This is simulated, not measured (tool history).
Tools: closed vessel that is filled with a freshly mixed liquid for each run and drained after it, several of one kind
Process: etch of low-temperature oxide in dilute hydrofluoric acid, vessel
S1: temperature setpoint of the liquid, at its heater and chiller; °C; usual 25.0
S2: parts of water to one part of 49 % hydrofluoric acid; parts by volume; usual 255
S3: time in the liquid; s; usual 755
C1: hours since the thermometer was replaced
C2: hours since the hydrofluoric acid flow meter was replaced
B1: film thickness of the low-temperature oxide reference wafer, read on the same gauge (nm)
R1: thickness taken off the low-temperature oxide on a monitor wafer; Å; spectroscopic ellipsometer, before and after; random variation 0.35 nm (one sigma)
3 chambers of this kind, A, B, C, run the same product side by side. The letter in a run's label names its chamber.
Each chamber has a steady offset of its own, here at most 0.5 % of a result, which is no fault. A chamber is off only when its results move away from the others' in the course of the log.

run 1C hour=9.1 | S1=25.0 S2=255 S3=755 | C1=848.5 C2=129.0 | B1=49.999 | R1=425.88
run 2B hour=16.1 | S1=25.0 S2=255 S3=755 | C1=373.5 C2=393.1 | B1=50.007 | R1=431.54
run 3A hour=29.9 | S1=25.0 S2=255 S3=755 | C1=57.4 C2=299.5 | B1=50.002 | R1=441.17
-- hour=37.5 chamber C: thermometer replaced
run 4C hour=40.6 | S1=25.0 S2=255 S3=755 | C1=3.2 C2=160.5 | B1=50.007 | R1=435.51
run 5B hour=50.2 | S1=25.0 S2=255 S3=755 | C1=407.6 C2=427.2 | B1=49.995 | R1=439.58
run 6A hour=61.1 | S1=25.0 S2=255 S3=755 | C1=88.6 C2=330.7 | B1=50.008 | R1=436.78
run 7B hour=69.0 | S1=25.0 S2=255 S3=755 | C1=426.4 C2=446.0 | B1=49.997 | R1=431.86
run 8C hour=84.4 | S1=25.0 S2=255 S3=755 | C1=47.0 C2=204.3 | B1=49.987 | R1=433.03
run 9A hour=93.4 | S1=25.0 S2=255 S3=755 | C1=120.9 C2=363.0 | B1=49.994 | R1=437.86
run 10A hour=100.4 | S1=25.0 S2=255 S3=755 | C1=127.9 C2=370.0 | B1=50.015 | R1=436.32
run 11B hour=108.2 | S1=25.0 S2=255 S3=755 | C1=465.6 C2=485.2 | B1=50.013 | R1=421.71
run 12C hour=123.3 | S1=25.0 S2=255 S3=755 | C1=85.9 C2=243.2 | B1=50.003 | R1=444.41
-- hour=129.1 chamber A: hydrofluoric acid flow meter replaced
run 13C hour=134.3 | S1=25.0 S2=255 S3=755 | C1=96.9 C2=254.2 | B1=50.004 | R1=439.79
run 14A hour=147.7 | S1=25.0 S2=255 S3=755 | C1=175.2 C2=18.6 | B1=50.012 | R1=440.03
run 15B hour=157.1 | S1=25.0 S2=255 S3=755 | C1=514.5 C2=534.1 | B1=49.995 | R1=421.57
run 16B hour=166.1 | S1=29.5 S2=255 S3=755 | C1=523.5 C2=543.1 | B1=49.992 | R1=491.13
run 17C hour=175.6 | S1=29.5 S2=255 S3=755 | C1=138.2 C2=295.5 | B1=49.991 | R1=504.81
run 18A hour=184.0 | S1=29.5 S2=255 S3=755 | C1=211.5 C2=54.9 | B1=49.998 | R1=511.32
run 19B hour=195.0 | S1=25.0 S2=255 S3=755 | C1=552.4 C2=572.0 | B1=50.010 | R1=418.92
run 20A hour=206.9 | S1=25.0 S2=295 S3=755 | C1=234.4 C2=77.8 | B1=50.005 | R1=364.65
run 21C hour=220.6 | S1=25.0 S2=295 S3=755 | C1=183.2 C2=340.5 | B1=50.010 | R1=362.66
run 22A hour=228.2 | S1=25.0 S2=295 S3=755 | C1=255.7 C2=99.1 | B1=50.004 | R1=363.82
run 23C hour=238.4 | S1=25.0 S2=255 S3=755 | C1=201.0 C2=358.3 | B1=49.997 | R1=432.18
run 24B hour=247.0 | S1=25.0 S2=255 S3=755 | C1=604.4 C2=624.0 | B1=50.013 | R1=413.56

Is one chamber off against the others, does the gauge drift, or is nothing wrong? If a chamber is off, say which, and what the likeliest cause is.

Chamber B drifts away from the others.
Cause: hydrofluoric acid flow below the setpoint (%) = 4.94.
The log may not tell that from: liquid colder than its thermometer reads (K).

Here are 4 candidates for chamber B's next run, each the usual settings with a change, their results left as question marks. Which one brings its results back in line with what the others give on the usual settings?
In line means no further than this from the other chambers' mean on the usual settings: R1 12.00 Å
run 25B-1 hour=258.3 | S1=23.0 S2=255 S3=755 | R1=?
run 25B-2 hour=258.3 | S1=28.5 S2=255 S3=755 | R1=?
run 25B-3 hour=258.3 | S1=25.0 S2=250 S3=780 | R1=?
run 25B-4 hour=258.3 | S1=25.0 S2=280 S3=755 | R1=?

The other chambers' mean on the usual settings: R1 437.13 Å
run=25B-1 R1=382.32
run=25B-2 R1=461.34
run=25B-3 R1=434.34
run=25B-4 R1=363.41
25B-3 brings the chamber back in line.
